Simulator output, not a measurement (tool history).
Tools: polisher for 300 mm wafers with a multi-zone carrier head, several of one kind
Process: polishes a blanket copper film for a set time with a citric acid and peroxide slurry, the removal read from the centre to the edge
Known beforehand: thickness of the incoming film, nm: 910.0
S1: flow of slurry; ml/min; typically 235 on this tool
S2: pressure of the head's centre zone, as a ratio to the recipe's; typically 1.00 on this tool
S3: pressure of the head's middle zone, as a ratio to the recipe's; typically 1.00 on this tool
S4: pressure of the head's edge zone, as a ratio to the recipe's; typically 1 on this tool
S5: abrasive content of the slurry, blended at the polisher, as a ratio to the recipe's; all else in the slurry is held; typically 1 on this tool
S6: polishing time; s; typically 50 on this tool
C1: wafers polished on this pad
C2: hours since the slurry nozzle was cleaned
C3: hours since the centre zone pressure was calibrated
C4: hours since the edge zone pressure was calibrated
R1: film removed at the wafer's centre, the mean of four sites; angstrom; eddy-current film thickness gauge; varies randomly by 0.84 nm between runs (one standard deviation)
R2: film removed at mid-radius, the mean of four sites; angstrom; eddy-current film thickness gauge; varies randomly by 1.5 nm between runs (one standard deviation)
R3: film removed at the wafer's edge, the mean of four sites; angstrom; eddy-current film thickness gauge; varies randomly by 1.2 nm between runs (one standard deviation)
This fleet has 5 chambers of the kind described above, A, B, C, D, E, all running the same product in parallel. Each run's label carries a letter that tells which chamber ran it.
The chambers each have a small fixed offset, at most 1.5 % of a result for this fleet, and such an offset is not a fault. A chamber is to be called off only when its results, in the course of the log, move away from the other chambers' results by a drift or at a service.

Run 1B, hour 6.9: usual settings; C1 517; C2 296.2; C3 1580.1; C4 39.9. Result: R1 1085.60 angstrom, R2 1105.5 angstrom, R3 1090.4 angstrom.
Run 2D, hour 12.6: usual settings; C1 615; C2 720.0; C3 333.2; C4 34.3. Result: R1 1087.10 angstrom, R2 1094.1 angstrom, R3 1113.5 angstrom.
At hour 20.4: chamber B: centre zone pressure recalibrated.
Run 3E, hour 20.8: usual settings; C1 799; C2 60.5; C3 410.0; C4 60.8. Result: R1 1072.70 angstrom, R2 1071.6 angstrom, R3 1085.0 angstrom.
At hour 25.4: chamber E: worn pad replaced by a new one.
Run 4A, hour 27.4: usual settings; C1 537; C2 81.6; C3 360.9; C4 486.4. Result: R1 1101.90 angstrom, R2 1114.7 angstrom, R3 1074.4 angstrom.
Run 5C, hour 35.5: usual settings; C1 491; C2 614.4; C3 379.7; C4 39.6. Result: R1 1089.70 angstrom, R2 1098.6 angstrom, R3 1090.6 angstrom.
Run 6E, hour 42.5: usual settings; C1 119; C2 82.2; C3 431.7; C4 82.5. Result: R1 1084.00 angstrom, R2 1089.0 angstrom, R3 1068.9 angstrom.
At hour 47.9: chamber A: edge zone pressure recalibrated.
Run 7C, hour 48.7: usual settings; C1 583; C2 627.6; C3 392.9; C4 52.8. Result: R1 1093.90 angstrom, R2 1084.7 angstrom, R3 1087.9 angstrom.
Run 8A, hour 54.1: usual settings; C1 723; C2 108.3; C3 387.6; C4 6.3. Result: R1 1113.70 angstrom, R2 1106.1 angstrom, R3 1095.0 angstrom.
At hour 56.7: chamber C: worn pad replaced by a new one.
Run 9B, hour 59.9: usual settings; C1 887; C2 349.2; C3 39.6; C4 92.9. Result: R1 1097.30 angstrom, R2 1123.9 angstrom, R3 1087.9 angstrom.
Run 10D, hour 67.7: usual settings; C1 1000; C2 775.1; C3 388.3; C4 89.4. Result: R1 1106.20 angstrom, R2 1104.9 angstrom, R3 1110.1 angstrom.
Run 11A, hour 77.0: usual settings; C1 883; C2 131.2; C3 410.5; C4 29.2. Result: R1 1107.70 angstrom, R2 1098.0 angstrom, R3 1103.3 angstrom.
Run 12D, hour 86.1: usual settings; C1 1128; C2 793.5; C3 406.7; C4 107.8. Result: R1 1088.20 angstrom, R2 1108.2 angstrom, R3 1092.1 angstrom.
Run 13C, hour 90.8: usual settings; C1 238; C2 669.7; C3 435.0; C4 94.9. Result: R1 1085.20 angstrom, R2 1075.4 angstrom, R3 1119.0 angstrom.
Run 14E, hour 96.9: usual settings; C1 499; C2 136.6; C3 486.1; C4 136.9. Result: R1 1077.30 angstrom, R2 1097.8 angstrom, R3 1074.9 angstrom.
Run 15B, hour 101.8: usual settings but S2 1.05; C1 1179; C2 391.1; C3 81.5; C4 134.8. Result: R1 1153.00 angstrom, R2 1094.0 angstrom, R3 1081.6 angstrom.
At hour 102.1: chamber D: slurry nozzle cleaned.
At hour 102.6: chamber A: worn pad replaced by a new one.
Run 16A, hour 111.0: usual settings but S2 1.05; C1 58; C2 165.2; C3 444.5; C4 63.2. Result: R1 1162.10 angstrom, R2 1116.3 angstrom, R3 1075.4 angstrom.
At hour 112.9: chamber B: worn pad replaced by a new one.
Run 17D, hour 116.0: usual settings but S2 1.05; C1 1337; C2 13.9; C3 436.6; C4 137.7. Result: R1 1149.50 angstrom, R2 1091.3 angstrom, R3 1104.6 angstrom.
Run 18B, hour 120.5: usual settings but S2 1.05; C1 53; C2 409.8; C3 100.2; C4 153.5. Result: R1 1166.60 angstrom, R2 1091.3 angstrom, R3 1074.0 angstrom.
Run 19E, hour 125.5: usual settings but S2 1.05; C1 698; C2 165.2; C3 514.7; C4 165.5. Result: R1 1136.80 angstrom, R2 1056.4 angstrom, R3 1086.7 angstrom.
At hour 126.2: chamber E: worn pad replaced by a new one.
At hour 126.9: chamber C: slurry nozzle cleaned.
Run 20C, hour 131.5: usual settings; C1 522; C2 4.7; C3 475.7; C4 135.6. Result: R1 1073.10 angstrom, R2 1104.2 angstrom, R3 1077.8 angstrom.
At hour 133.7: chamber C: worn pad replaced by a new one.
Run 21D, hour 138.4: usual settings; C1 1493; C2 36.3; C3 459.0; C4 160.1. Result: R1 1097.80 angstrom, R2 1117.3 angstrom, R3 1135.1 angstrom.
At hour 145.9: chamber D: worn pad replaced by a new one.
Run 22C, hour 147.1: usual settings; C1 93; C2 20.3; C3 491.3; C4 151.2. Result: R1 1062.10 angstrom, R2 1079.8 angstrom, R3 1066.4 angstrom.
Run 23E, hour 155.7: usual settings; C1 206; C2 195.4; C3 544.9; C4 195.7. Result: R1 1081.10 angstrom, R2 1071.9 angstrom, R3 1091.0 angstrom.
Run 24B, hour 161.3: usual settings; C1 338; C2 450.6; C3 141.0; C4 194.3. Result: R1 1098.80 angstrom, R2 1107.2 angstrom, R3 1078.4 angstrom.
Run 25A, hour 167.8: usual settings; C1 454; C2 222.0; C3 501.3; C4 120.0. Result: R1 1105.20 angstrom, R2 1111.4 angstrom, R3 1079.6 angstrom.
Run 26E, hour 176.6: usual settings; C1 352; C2 216.3; C3 565.8; C4 216.6. Result: R1 1097.50 angstrom, R2 1088.9 angstrom, R3 1062.5 angstrom.
Run 27C, hour 181.8: usual settings; C1 335; C2 55.0; C3 526.0; C4 185.9. Result: R1 1041.00 angstrom, R2 1106.8 angstrom, R3 1085.1 angstrom.
Run 28B, hour 189.8: usual settings but S3 0.95; C1 536; C2 479.1; C3 169.5; C4 222.8. Result: R1 1113.40 angstrom, R2 1014.9 angstrom, R3 1103.6 angstrom.
Run 29A, hour 196.7: usual settings but S3 0.95; C1 656; C2 250.9; C3 530.2; C4 148.9. Result: R1 1105.90 angstrom, R2 1059.1 angstrom, R3 1096.7 angstrom.
Run 30D, hour 202.1: usual settings but S3 0.95; C1 392; C2 100.0; C3 522.7; C4 223.8. Result: R1 1090.20 angstrom, R2 1069.2 angstrom, R3 1129.4 angstrom.
Run 31A, hour 210.0: usual settings but S3 0.95; C1 749; C2 264.2; C3 543.5; C4 162.2. Result: R1 1106.40 angstrom, R2 1059.6 angstrom, R3 1079.0 angstrom.
Run 32B, hour 216.9: usual settings but S3 0.95; C1 726; C2 506.2; C3 196.6; C4 249.9. Result: R1 1099.30 angstrom, R2 1065.0 angstrom, R3 1079.4 angstrom.
At hour 219.7: chamber E: slurry nozzle cleaned.
Run 33E, hour 226.3: usual settings; C1 698; C2 6.7; C3 615.5; C4 266.3. Result: R1 1086.70 angstrom, R2 1127.2 angstrom, R3 1105.7 angstrom.

All chambers now run identical settings, listed one chamber a line with results as question marks. What results will each chamber show?
Run 34A, hour 233.1: usual settings but S2 0.94. Result: R1 ?, R2 ?, R3 ?.
Run 34B, hour 233.1: usual settings but S2 0.94. Result: R1 ?, R2 ?, R3 ?.
Run 34C, hour 233.1: usual settings but S2 0.94. Result: R1 ?, R2 ?, R3 ?.
Run 34D, hour 233.1: usual settings but S2 0.94. Result: R1 ?, R2 ?, R3 ?.
Run 34E, hour 233.1: usual settings but S2 0.94. Result: R1 ?, R2 ?, R3 ?.

run       R1      R2      R3
34A  1022.30  1125.6  1065.9
34B  1025.60  1111.1  1098.0
34C   947.47  1125.2  1083.0
34D  1025.80  1096.3  1107.1
34E  1007.30  1081.1  1072.9
